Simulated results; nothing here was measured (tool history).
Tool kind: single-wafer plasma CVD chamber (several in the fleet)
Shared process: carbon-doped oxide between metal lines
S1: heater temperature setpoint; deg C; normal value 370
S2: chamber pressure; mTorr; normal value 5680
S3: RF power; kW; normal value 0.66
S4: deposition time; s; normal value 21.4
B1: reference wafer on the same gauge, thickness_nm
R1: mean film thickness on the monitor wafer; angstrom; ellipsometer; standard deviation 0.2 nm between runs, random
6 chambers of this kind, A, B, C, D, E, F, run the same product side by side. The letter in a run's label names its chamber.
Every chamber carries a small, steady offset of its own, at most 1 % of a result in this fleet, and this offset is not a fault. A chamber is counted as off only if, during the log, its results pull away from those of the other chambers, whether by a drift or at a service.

run   hour   S1    S2     S3    S4      B1      R1
 1C      5  370  5680   0.66  21.4  100.96  1252.2
 2F    9.2  370  5680   0.66  21.4     101  1254.9
 3D   13.2  370  5680   0.66  21.4  100.98  1260.4
 4A   16.8  370  5680   0.66  21.4  100.95  1261.3
 5E   20.9  370  5680   0.66  21.4  100.89  1247.6
 6B   25.8  370  5680   0.66  21.4  100.89  1265.3
 7C     30  370  5680   0.66  21.4  100.88  1246.5
 8F   33.6  370  5680   0.66  21.4  100.84  1257.7
 9B     37  370  5680   0.66  21.4  100.85  1267.2
10D   40.6  370  6350   0.56  21.4  100.84  1156.1
11A   44.2  370  6350   0.56  21.4  100.81  1159.5
12E   47.4  370  6350   0.56  21.4  100.78  1136.5
13E     51  370  6350   0.56  21.4  100.77  1140.9
14D   54.2  370  6350   0.56  21.4  100.77  1152.4
15B     57  370  6350   0.56  21.4  100.74  1155.6
16A   61.8  370  5680   0.66  21.4  100.71  1260.6
17C   66.1  370  5680   0.66  21.4   100.7  1249.3
18F   68.6  370  5680   0.66  21.4  100.67  1253.2
19F   71.3  370  5680   0.66  21.4  100.63  1249.5
20C   75.1  370  5680   0.66  21.4  100.69  1247.4
21E   77.7  370  5680   0.66  21.4  100.64  1245.5
22A   80.5  370  5680   0.66  21.4  100.66  1258.6
23B   84.4  370  6270   0.66  24.5  100.62  1456.1
24D   88.2  370  6270   0.66  24.5   100.6  1453.9
25B   92.1  370  6270   0.66  24.5  100.59  1456.6
26F   96.3  370  6270   0.66  24.5  100.54  1435.5
27C   99.8  370  6270   0.66  24.5  100.58  1439.4
28A  103.7  370  6270   0.66  24.5  100.57  1451.3
29D  108.4  370  5680   0.66  21.4  100.48  1252.3
30E  113.2  370  5680  0.725  21.4  100.48  1318.9
31D  117.9  370  5680  0.725  21.4  100.52  1331.3
32A  122.2  370  5680  0.725  21.4  100.43    1330
33B  125.7  370  5680  0.725  21.4  100.42  1338.7
34C  130.4  370  5680  0.725  21.4  100.43  1312.5
35E  135.1  370  5680  0.725  21.4   100.4    1316
36F  137.7  370  5680   0.66  21.4  100.36  1250.2
37B  140.2  370  5680   0.66  21.4  100.34  1260.4

For the next run the whole fleet of 6 chambers uses the same settings. Give each chamber's results:
38A  143.9  370  5680  0.66  21.4       ?
38B  143.9  370  5680  0.66  21.4       ?
38C  143.9  370  5680  0.66  21.4       ?
38D  143.9  370  5680  0.66  21.4       ?
38E  143.9  370  5680  0.66  21.4       ?
38F  143.9  370  5680  0.66  21.4       ?

run      R1
38A  1258.3
38B  1263.9
38C  1244.7
38D  1255.1
38E  1242.4
38F  1249.1
